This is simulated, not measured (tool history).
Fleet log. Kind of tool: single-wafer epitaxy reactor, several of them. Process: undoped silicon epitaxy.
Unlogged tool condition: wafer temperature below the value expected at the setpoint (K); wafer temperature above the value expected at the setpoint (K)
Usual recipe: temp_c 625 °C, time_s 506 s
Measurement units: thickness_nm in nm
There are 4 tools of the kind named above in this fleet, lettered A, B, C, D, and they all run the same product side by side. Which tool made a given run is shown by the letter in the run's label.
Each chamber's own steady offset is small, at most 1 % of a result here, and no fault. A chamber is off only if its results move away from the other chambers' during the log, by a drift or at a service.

run,hour,temp_c,time_s,hours since the last pyrometer calibration,"read-back reference wafer on the same gauge, thickness_nm",thickness_nm
1B,5.5,625,506,1228.4,41.217,48.616
2D,10.5,625,506,2247.6,41.172,48.750
3A,18.7,625,506,2782.6,41.211,48.496
4C,22.8,625,506,1277.5,41.201,48.756
5C,31.4,625,506,1286.1,41.200,48.581
6B,36.6,625,506,1259.5,41.187,48.235
7A,43.9,637,506,2807.8,41.231,64.203
8D,49.7,637,506,2286.8,41.189,64.319
9C,54.4,637,506,1309.1,41.188,64.213
10A,59.5,637,506,2823.4,41.209,63.488
11D,65.2,625,506,2302.3,41.189,48.821
12B,69.8,625,506,1292.7,41.193,48.427
13D,78.3,625,506,2315.4,41.156,48.569
14B,87.3,625,506,1310.2,41.229,48.564
# hour 90.5: chamber A: pyrometer calibrated
15C,91.4,625,506,1346.1,41.233,48.865
16A,97.1,625,506,6.6,41.171,47.485
17C,104.3,625,506,1359.0,41.172,48.716
18B,112.7,625,506,1335.6,41.188,48.236
19D,119.0,625,506,2356.1,41.207,48.754
20A,127.2,625,506,36.7,41.200,47.136
21B,134.6,625,506,1357.5,41.213,48.642
22D,140.2,625,506,2377.3,41.171,48.754
23A,148.7,625,436,58.2,41.190,40.746
24C,157.4,625,436,1412.1,41.206,42.140
25C,163.0,625,436,1417.7,41.240,41.910
26B,170.6,625,436,1393.5,41.201,41.829
27A,176.1,625,506,85.6,41.187,47.362
28D,184.6,625,506,2421.7,41.216,48.607
29D,192.0,625,506,2429.1,41.189,48.966
30A,200.0,625,506,109.5,41.182,47.339
31B,208.1,625,506,1431.0,41.209,48.235

Is one chamber out of step, is the gauge drifting, or do the chambers differ by no more than their own small offsets? For an off chamber, give its letter and the likeliest cause.

A service left chamber A off against the others.
Likeliest cause: wafer temperature below the value expected at the setpoint (K) = 1.31.

Below are 4 candidate recipes for chamber A's next run, each the usual settings with a change, their results shown as question marks. Which of them brings A's results back in line with what the other chambers give on the usual settings?
Counts as in line when no further than this from what the other chambers average on the usual settings: thickness_nm 0.540 nm
32A-1,214.8,625,520,,,?
32A-2,214.8,624,502,,,?
32A-3,214.8,625,508,,,?
32A-4,214.8,625,504,,,?

On the usual settings, the other chambers give on average: thickness_nm 48.622 nm
run,thickness_nm
32A-1,48.570
32A-2,45.824
32A-3,47.450
32A-4,47.076
32A-1 is the one that brings the chamber's results back in line with the other chambers.
